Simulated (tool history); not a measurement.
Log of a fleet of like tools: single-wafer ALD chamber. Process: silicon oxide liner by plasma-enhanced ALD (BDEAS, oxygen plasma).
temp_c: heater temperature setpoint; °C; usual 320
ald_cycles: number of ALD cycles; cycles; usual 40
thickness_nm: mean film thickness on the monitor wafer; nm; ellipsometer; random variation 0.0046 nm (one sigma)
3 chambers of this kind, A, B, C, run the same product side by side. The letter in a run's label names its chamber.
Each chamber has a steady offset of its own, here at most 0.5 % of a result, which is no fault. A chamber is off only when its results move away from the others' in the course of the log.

run   hour  temp_c  ald_cycles  read-back reference wafer on the same gauge, thickness_nm  thickness_nm
 1B    8.3     320          40                                                     3.5200        3.6034
 2A   23.5     320          40                                                     3.5190        3.6146
 3C   36.3     320          40                                                     3.5183        3.6195
 4C   46.6     320          40                                                     3.5190        3.6277
 5A   55.3     320          40                                                     3.5178        3.6160
 6B   62.1     320          40                                                     3.5185        3.6094
 7A   77.2     320          40                                                     3.5172        3.6160
 8C   92.4     320          40                                                     3.5164        3.6195
 9B  103.8     320          40                                                     3.5157        3.5953
10A  114.5     320          40                                                     3.5155        3.6046
11C  126.5     320          40                                                     3.5149        3.6197
12B  134.4     320          40                                                     3.5150        3.6031
13A  142.1     320          40                                                     3.5138        3.6104
14C  157.4     320          40                                                     3.5140        3.6212
15B  167.1     315          40                                                     3.5134        3.6203
16C  179.2     315          40                                                     3.5127        3.6390
17B  189.5     315          40                                                     3.5125        3.6277
18A  202.7     320          40                                                     3.5120        3.6072
19C  211.0     320          40                                                     3.5123        3.6164
20B  224.6     320          40                                                     3.5110        3.5874
21A  233.2     320          40                                                     3.5102        3.6115
22A  247.0     320          40                                                     3.5106        3.6106
23B  259.5     320          40                                                     3.5102        3.5859
24C  270.7     320          40                                                     3.5089        3.6081
25C  281.6     331          35                                                     3.5092        3.1133
26A  296.8     331          35                                                     3.5084        3.1056
27B  304.0     331          35                                                     3.5091        3.0876
28C  316.6     320          40                                                     3.5078        3.6131
29A  324.9     320          40                                                     3.5086        3.5968
30B  340.3     320          40                                                     3.5071        3.5871
31A  354.7     320          40                                                     3.5057        3.5915
32B  367.5     320          40                                                     3.5064        3.5807
33C  382.8     320          40                                                     3.5046        3.6100
34A  394.5     320          40                                                     3.5050        3.6015
35C  406.8     320          40                                                     3.5032        3.6091
36B  418.9     320          40                                                     3.5043        3.5837
37B  430.0     320          40                                                     3.5038        3.5812
38C  442.3     320          40                                                     3.5035        3.6038
39A  450.8     320          40                                                     3.5025        3.5952
40C  465.6     320          40                                                     3.5025        3.6061

Next, every chamber runs the same settings. What will each give?
41A  476.9     320          40                                                                        ?
41B  476.9     320          40                                                                        ?
41C  476.9     320          40                                                                        ?

run  thickness_nm
41A        3.5909
41B        3.5839
41C        3.5990
